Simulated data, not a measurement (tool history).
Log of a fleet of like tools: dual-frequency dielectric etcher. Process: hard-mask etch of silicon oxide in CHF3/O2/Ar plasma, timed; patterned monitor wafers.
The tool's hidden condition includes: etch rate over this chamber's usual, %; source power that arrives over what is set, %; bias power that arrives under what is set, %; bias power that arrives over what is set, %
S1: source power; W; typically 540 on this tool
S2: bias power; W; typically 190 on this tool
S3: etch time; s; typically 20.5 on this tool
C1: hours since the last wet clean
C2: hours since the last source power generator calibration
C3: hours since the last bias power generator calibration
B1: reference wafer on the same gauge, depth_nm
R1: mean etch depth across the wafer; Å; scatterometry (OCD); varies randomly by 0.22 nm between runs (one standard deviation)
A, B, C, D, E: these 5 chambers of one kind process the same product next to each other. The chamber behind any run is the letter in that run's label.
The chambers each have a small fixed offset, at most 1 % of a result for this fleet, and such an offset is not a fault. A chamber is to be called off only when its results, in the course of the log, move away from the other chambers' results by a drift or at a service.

run   hour   S1   S2    S3     C1      C2      C3      B1      R1
 1C    5.1  540  190  20.5  188.8  2839.4  3442.9  45.038  396.09
 2D     13  540  190  20.5  238.7   598.4   796.4  45.036  394.31
 3B   19.4  540  190  20.5  302.3    2843  1040.1  44.942  393.11
 4E   24.2  540  190  20.5  301.8  1578.5      51  45.058  395.53
 5A   30.7  540  190  20.5  162.6  1121.6   210.9  45.007  394.58
 6A   36.6  540  190  20.5  168.5  1127.5   216.8  44.986  390.58
 7E   40.4  540  190  20.5    318  1594.7    67.2   45.03  395.88
 8B   47.9  540  190  20.5  330.8  2871.5  1068.6  44.989  400.97
 9C   53.5  610  190    24  237.2  2887.8  3491.3  44.998  489.66
10D   61.4  610  190    24  287.1   646.8   844.8  45.076  487.63
11D   65.8  610  190    24  291.5   651.2   849.2  45.016  483.39
12E   72.1  610  190    24  349.7  1626.4    98.9  44.983  485.98
13C   79.9  610  190    24  263.6  2914.2  3517.7  45.008   485.7
14A   84.6  540  190  20.5  216.5  1175.5   264.8  44.991  391.77
15B     93  540  190  20.5  375.9  2916.6  1113.7  45.036  398.16
16E   96.7  540  190  20.5  374.3    1651   123.5  44.992  394.34
17A  100.8  540  190  20.5  232.7  1191.7     281  45.038  392.84
18B    106  540  190  20.5  388.9  2929.6  1126.7  44.983  396.17
19C  112.2  540  190  20.5  295.9  2946.5    3550   44.96  393.47
20D  115.9  610  190  20.5  341.6   701.3   899.3  45.061  414.81
21E    124  610  190  20.5  401.6  1678.3   150.8  44.993  413.27
22B  129.5  610  190  20.5  412.4  2953.1  1150.2  45.013  415.54
23A  137.9  610  190  20.5  269.8  1228.8   318.1  45.053  413.05
24D  143.5  610  190  20.5  369.2   728.9   926.9  45.011  414.55
     149.4  -- chamber E: source power generator calibrated
25C  151.5  540  190  20.5  335.2  2985.8  3589.3  44.989  392.69
26E  157.8  540  190  20.5  435.4     8.4   184.6  45.005  395.64
27A  165.4  540  190  20.5  297.3  1256.3   345.6  44.969  396.97
28C  169.2  540  190  20.5  352.9  3003.5    3607  45.007  398.59
29B  174.6  540  190  20.5  457.5  2998.2  1195.3  44.974  398.81
30D  180.1  540  166  17.5  405.8   765.5   963.5  45.002  322.76
31C  187.3  540  166  17.5    371  3021.6  3625.1  44.936  324.53
32B  191.3  540  166  17.5  474.2  3014.9    1212  44.971  325.21
33D  197.1  540  166  17.5  422.8   782.5   980.5  44.961  323.35
34E  204.3  540  166  17.5  481.9    54.9   231.1  45.046  324.68
35A  209.5  540  190  20.5  341.4  1300.4   389.7  45.048   391.2
36A  214.3  540  190  20.5  346.2  1305.2   394.5  45.007  395.17
37B    219  540  190  20.5  501.9  3042.6  1239.7  44.988  396.82
38E  223.1  540  190  20.5  500.7    73.7   249.9  45.023  394.76
39C  228.5  540  190  20.5  412.2  3062.8  3666.3  45.006  399.46
40D  233.1  540  190  20.5  458.8   818.5  1016.5  44.988  396.14
41C  239.2  540  190  20.5  422.9  3073.5    3677  45.019  396.42
42D  245.4  540  190  20.5  471.1   830.8  1028.8  44.984  396.39
43B  251.3  540  190  20.5  534.2  3074.9    1272  45.045  395.52

Does one chamber stand apart from the rest, does the shared gauge drift, or is all well apart from small per-chamber offsets? Give the chamber and the most likely cause, where there is one.

No chamber stands off beyond its own small offset, and the gauge holds steady.
